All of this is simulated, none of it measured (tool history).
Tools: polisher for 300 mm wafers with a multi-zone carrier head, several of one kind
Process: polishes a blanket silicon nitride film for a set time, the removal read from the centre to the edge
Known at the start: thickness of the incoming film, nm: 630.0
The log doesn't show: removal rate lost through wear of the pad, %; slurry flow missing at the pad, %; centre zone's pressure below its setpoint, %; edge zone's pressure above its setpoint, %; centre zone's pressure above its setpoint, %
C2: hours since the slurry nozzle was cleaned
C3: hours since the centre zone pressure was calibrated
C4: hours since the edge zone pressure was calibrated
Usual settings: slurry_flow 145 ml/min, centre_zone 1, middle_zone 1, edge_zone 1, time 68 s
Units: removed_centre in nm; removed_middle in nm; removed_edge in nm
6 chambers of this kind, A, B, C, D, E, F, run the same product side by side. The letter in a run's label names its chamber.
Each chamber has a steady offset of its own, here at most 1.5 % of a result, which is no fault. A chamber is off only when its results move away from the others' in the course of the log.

-- hour=1.5 chamber E: worn pad replaced by a new one
run 1D hour=4.2 | slurry_flow=145 centre_zone=1 middle_zone=1 edge_zone=1 time=68 | wafers_polished_on_this_pad=541 C2=39.3 C3=113.9 C4=191.5 | removed_centre=109.07 removed_middle=110.85 removed_edge=108.23
run 2A hour=7.7 | slurry_flow=145 centre_zone=1 middle_zone=1 edge_zone=1 time=68 | wafers_polished_on_this_pad=659 C2=231.1 C3=639 C4=685.6 | removed_centre=108.54 removed_middle=110.33 removed_edge=109.28
run 3C hour=9.8 | slurry_flow=145 centre_zone=1 middle_zone=1 edge_zone=1 time=68 | wafers_polished_on_this_pad=297 C2=554.1 C3=440.9 C4=546.2 | removed_centre=110.42 removed_middle=112.1 removed_edge=110.18
run 4B hour=12.2 | slurry_flow=145 centre_zone=1 middle_zone=1 edge_zone=1 time=68 | wafers_polished_on_this_pad=191 C2=306.7 C3=371.4 C4=275 | removed_centre=109.64 removed_middle=110.08 removed_edge=109.23
run 5F hour=14.9 | slurry_flow=145 centre_zone=1 middle_zone=1 edge_zone=1 time=68 | wafers_polished_on_this_pad=244 C2=220.9 C3=279 C4=327.9 | removed_centre=110.93 removed_middle=110.14 removed_edge=110.67
run 6E hour=17.1 | slurry_flow=145 centre_zone=1 middle_zone=1 edge_zone=1 time=68 | wafers_polished_on_this_pad=127 C2=192.3 C3=258.1 C4=847.2 | removed_centre=111.21 removed_middle=112.5 removed_edge=108.91
run 7A hour=19.4 | slurry_flow=145 centre_zone=1 middle_zone=1 edge_zone=1 time=68 | wafers_polished_on_this_pad=754 C2=242.8 C3=650.7 C4=697.3 | removed_centre=108.08 removed_middle=108.36 removed_edge=107.77
-- hour=20.8 chamber A: worn pad replaced by a new one
run 8D hour=21.4 | slurry_flow=145 centre_zone=1 middle_zone=1 edge_zone=1 time=68 | wafers_polished_on_this_pad=681 C2=56.5 C3=131.1 C4=208.7 | removed_centre=107.27 removed_middle=110.85 removed_edge=109.53
run 9B hour=24 | slurry_flow=145 centre_zone=1 middle_zone=1 edge_zone=1 time=68 | wafers_polished_on_this_pad=287 C2=318.5 C3=383.2 C4=286.8 | removed_centre=109.7 removed_middle=110.42 removed_edge=109.35
run 10E hour=26.5 | slurry_flow=145 centre_zone=1 middle_zone=1 edge_zone=1 time=68 | wafers_polished_on_this_pad=204 C2=201.7 C3=267.5 C4=856.6 | removed_centre=108.38 removed_middle=111.42 removed_edge=108.67
run 11F hour=28.6 | slurry_flow=145 centre_zone=1 middle_zone=1 edge_zone=1 time=68 | wafers_polished_on_this_pad=355 C2=234.6 C3=292.7 C4=341.6 | removed_centre=109.05 removed_middle=109.05 removed_edge=109.7
run 12C hour=32.8 | slurry_flow=145 centre_zone=1 middle_zone=1 edge_zone=1 time=68 | wafers_polished_on_this_pad=485 C2=577.1 C3=463.9 C4=569.2 | removed_centre=109.54 removed_middle=109.06 removed_edge=109.39
run 13F hour=36.2 | slurry_flow=145 centre_zone=1 middle_zone=1 edge_zone=1 time=68 | wafers_polished_on_this_pad=417 C2=242.2 C3=300.3 C4=349.2 | removed_centre=108.22 removed_middle=108.05 removed_edge=110.03
-- hour=39.5 chamber A: edge zone pressure recalibrated
run 14A hour=39.9 | slurry_flow=145 centre_zone=1 middle_zone=1 edge_zone=1 time=68 | wafers_polished_on_this_pad=155 C2=263.3 C3=671.2 C4=0.4 | removed_centre=107.01 removed_middle=108.87 removed_edge=109.68
run 15E hour=43.8 | slurry_flow=145 centre_zone=1 middle_zone=1 edge_zone=1 time=68 | wafers_polished_on_this_pad=345 C2=219 C3=284.8 C4=873.9 | removed_centre=108.71 removed_middle=110.74 removed_edge=110.23
run 16C hour=46.2 | slurry_flow=110 centre_zone=1 middle_zone=1 edge_zone=1 time=88 | wafers_polished_on_this_pad=594 C2=590.5 C3=477.3 C4=582.6 | removed_centre=133.28 removed_middle=133.29 removed_edge=135.91
run 17B hour=49.8 | slurry_flow=110 centre_zone=1 middle_zone=1 edge_zone=1 time=88 | wafers_polished_on_this_pad=497 C2=344.3 C3=409 C4=312.6 | removed_centre=131.63 removed_middle=134.81 removed_edge=132.89
run 18D hour=54.1 | slurry_flow=110 centre_zone=1 middle_zone=1 edge_zone=1 time=88 | wafers_polished_on_this_pad=947 C2=89.2 C3=163.8 C4=241.4 | removed_centre=132.02 removed_middle=133.91 removed_edge=133.63
-- hour=54.2 chamber B: worn pad replaced by a new one
run 19D hour=57.7 | slurry_flow=110 centre_zone=1 middle_zone=1 edge_zone=1 time=88 | wafers_polished_on_this_pad=977 C2=92.8 C3=167.4 C4=245 | removed_centre=130.14 removed_middle=131.79 removed_edge=134.19
-- hour=60.5 chamber D: worn pad replaced by a new one
run 20E hour=60.8 | slurry_flow=110 centre_zone=1 middle_zone=1 edge_zone=1 time=88 | wafers_polished_on_this_pad=483 C2=236 C3=301.8 C4=890.9 | removed_centre=132.24 removed_middle=134.86 removed_edge=133.74
-- hour=61.5 chamber E: worn pad replaced by a new one
run 21C hour=63.9 | slurry_flow=110 centre_zone=1 middle_zone=1 edge_zone=1 time=88 | wafers_polished_on_this_pad=738 C2=608.2 C3=495 C4=600.3 | removed_centre=132.7 removed_middle=134.13 removed_edge=136.97
run 22F hour=65.8 | slurry_flow=145 centre_zone=1 middle_zone=1 edge_zone=1 time=68 | wafers_polished_on_this_pad=659 C2=271.8 C3=329.9 C4=378.8 | removed_centre=106.44 removed_middle=108.16 removed_edge=110.12
-- hour=67.2 chamber F: worn pad replaced by a new one
-- hour=69.5 chamber F: centre zone pressure recalibrated
run 23B hour=69.7 | slurry_flow=145 centre_zone=1 middle_zone=1 edge_zone=1 time=68 | wafers_polished_on_this_pad=126 C2=364.2 C3=428.9 C4=332.5 | removed_centre=111.65 removed_middle=111.1 removed_edge=110.08
-- hour=72.2 chamber A: centre zone pressure recalibrated
run 24A hour=73.7 | slurry_flow=145 centre_zone=1 middle_zone=1 edge_zone=1 time=68 | wafers_polished_on_this_pad=431 C2=297.1 C3=1.6 C4=34.2 | removed_centre=95.723 removed_middle=107.9 removed_edge=109.96
run 25B hour=76.2 | slurry_flow=145 centre_zone=1 middle_zone=1 edge_zone=1 time=68 | wafers_polished_on_this_pad=179 C2=370.7 C3=435.4 C4=339 | removed_centre=108.99 removed_middle=111.68 removed_edge=108.5
run 26A hour=79.8 | slurry_flow=145 centre_zone=1 middle_zone=1 edge_zone=1 time=68 | wafers_polished_on_this_pad=481 C2=303.2 C3=7.7 C4=40.3 | removed_centre=96.423 removed_middle=107.02 removed_edge=108.89
run 27F hour=81.8 | slurry_flow=145 centre_zone=1 middle_zone=1 edge_zone=1 time=68 | wafers_polished_on_this_pad=119 C2=287.8 C3=12.4 C4=394.8 | removed_centre=109.5 removed_middle=107.93 removed_edge=111.73
run 28E hour=85.5 | slurry_flow=145 centre_zone=1 middle_zone=1 edge_zone=1 time=68 | wafers_polished_on_this_pad=196 C2=260.7 C3=326.5 C4=915.6 | removed_centre=111.02 removed_middle=112.02 removed_edge=108.12
run 29D hour=88.6 | slurry_flow=145 centre_zone=1 middle_zone=1 edge_zone=1 time=68 | wafers_polished_on_this_pad=229 C2=123.7 C3=198.3 C4=275.9 | removed_centre=107.97 removed_middle=110.3 removed_edge=109.12
run 30C hour=91.7 | slurry_flow=145 centre_zone=1 middle_zone=1 edge_zone=1 time=68 | wafers_polished_on_this_pad=965 C2=636 C3=522.8 C4=628.1 | removed_centre=112.08 removed_middle=109.16 removed_edge=110.46
run 31C hour=95 | slurry_flow=145 centre_zone=1.12 middle_zone=1 edge_zone=1 time=68 | wafers_polished_on_this_pad=992 C2=639.3 C3=526.1 C4=631.4 | removed_centre=121.36 removed_middle=110.32 removed_edge=107.8
run 32D hour=97.1 | slurry_flow=145 centre_zone=1.12 middle_zone=1 edge_zone=1 time=68 | wafers_polished_on_this_pad=298 C2=132.2 C3=206.8 C4=284.4 | removed_centre=126.42 removed_middle=109.81 removed_edge=107.76
run 33F hour=99.8 | slurry_flow=145 centre_zone=1.12 middle_zone=1 edge_zone=1 time=68 | wafers_polished_on_this_pad=266 C2=305.8 C3=30.4 C4=412.8 | removed_centre=125.92 removed_middle=109.22 removed_edge=111.23
-- hour=101.9 chamber A: worn pad replaced by a new one
run 34E hour=104 | slurry_flow=145 centre_zone=1.12 middle_zone=1 edge_zone=1 time=68 | wafers_polished_on_this_pad=346 C2=279.2 C3=345 C4=934.1 | removed_centre=124.27 removed_middle=109.8 removed_edge=107.81
run 35B hour=107.7 | slurry_flow=145 centre_zone=1.12 middle_zone=1 edge_zone=1 time=68 | wafers_polished_on_this_pad=436 C2=402.2 C3=466.9 C4=370.5 | removed_centre=123.23 removed_middle=108.34 removed_edge=110.15
-- hour=108.5 chamber C: worn pad replaced by a new one
run 36A hour=111.1 | slurry_flow=145 centre_zone=1.12 middle_zone=1 edge_zone=1 time=68 | wafers_polished_on_this_pad=75 C2=334.5 C3=39 C4=71.6 | removed_centre=109.69 removed_middle=111.07 removed_edge=111.37
run 37B hour=113.3 | slurry_flow=145 centre_zone=1 middle_zone=1 edge_zone=1 time=68 | wafers_polished_on_this_pad=481 C2=407.8 C3=472.5 C4=376.1 | removed_centre=110.04 removed_middle=109.43 removed_edge=107.6
run 38E hour=115.7 | slurry_flow=145 centre_zone=1 middle_zone=1 edge_zone=1 time=68 | wafers_polished_on_this_pad=442 C2=290.9 C3=356.7 C4=945.8 | removed_centre=107.09 removed_middle=111.24 removed_edge=109.15
run 39C hour=118.3 | slurry_flow=145 centre_zone=1 middle_zone=0.89 edge_zone=1 time=50 | wafers_polished_on_this_pad=80 C2=662.6 C3=549.4 C4=654.7 | removed_centre=80.592 removed_middle=73.842 removed_edge=80.778
run 40A hour=122.4 | slurry_flow=145 centre_zone=1 middle_zone=0.89 edge_zone=1 time=50 | wafers_polished_on_this_pad=167 C2=345.8 C3=50.3 C4=82.9 | removed_centre=74.131 removed_middle=72.816 removed_edge=79.627
run 41F hour=125.1 | slurry_flow=145 centre_zone=1 middle_zone=0.89 edge_zone=1 time=50 | wafers_polished_on_this_pad=472 C2=331.1 C3=55.7 C4=438.1 | removed_centre=81.172 removed_middle=71.53 removed_edge=81.175
run 42D hour=129.2 | slurry_flow=145 centre_zone=1 middle_zone=0.89 edge_zone=1 time=50 | wafers_polished_on_this_pad=560 C2=164.3 C3=238.9 C4=316.5 | removed_centre=82.447 removed_middle=72.719 removed_edge=79.621

Is one chamber off against the others, does the gauge drift, or is nothing wrong? If a chamber is off, say which, and what the likeliest cause is.

A service left chamber A off against the others.
Cause: centre zone's pressure below its setpoint, % = 10.4.

Here are 4 candidates for chamber A's next run, each the usual settings with a change, their results left as question marks. Which one brings its results back in line with what the others give on the usual settings?
In line means no further than this from the other chambers' mean on the usual settings: removed_centre 5.2 nm; removed_middle 3.5 nm; removed_edge 3.1 nm
run 43A-1 hour=132.3 | slurry_flow=150 centre_zone=1.09 middle_zone=0.98 edge_zone=0.97 time=69 | removed_centre=? removed_middle=? removed_edge=?
run 43A-2 hour=132.3 | slurry_flow=140 centre_zone=0.91 middle_zone=1.02 edge_zone=1.03 time=67 | removed_centre=? removed_middle=? removed_edge=?
run 43A-3 hour=132.3 | slurry_flow=135 centre_zone=0.84 middle_zone=1.04 edge_zone=1.05 time=67 | removed_centre=? removed_middle=? removed_edge=?
run 43A-4 hour=132.3 | slurry_flow=160 centre_zone=1.17 middle_zone=0.96 edge_zone=0.94 time=70 | removed_centre=? removed_middle=? removed_edge=?

The other chambers' mean on the usual settings: removed_centre 109.38 nm; removed_middle 109.73 nm; removed_edge 108.89 nm
run=43A-1 removed_centre=109.93 removed_middle=110.58 removed_edge=109.2
run=43A-2 removed_centre=85.944 removed_middle=110.03 removed_edge=108.36
run=43A-3 removed_centre=77.821 removed_middle=111.24 removed_edge=108.88
run=43A-4 removed_centre=122.19 removed_middle=111.33 removed_edge=109.95
43A-1 brings the chamber back in line.

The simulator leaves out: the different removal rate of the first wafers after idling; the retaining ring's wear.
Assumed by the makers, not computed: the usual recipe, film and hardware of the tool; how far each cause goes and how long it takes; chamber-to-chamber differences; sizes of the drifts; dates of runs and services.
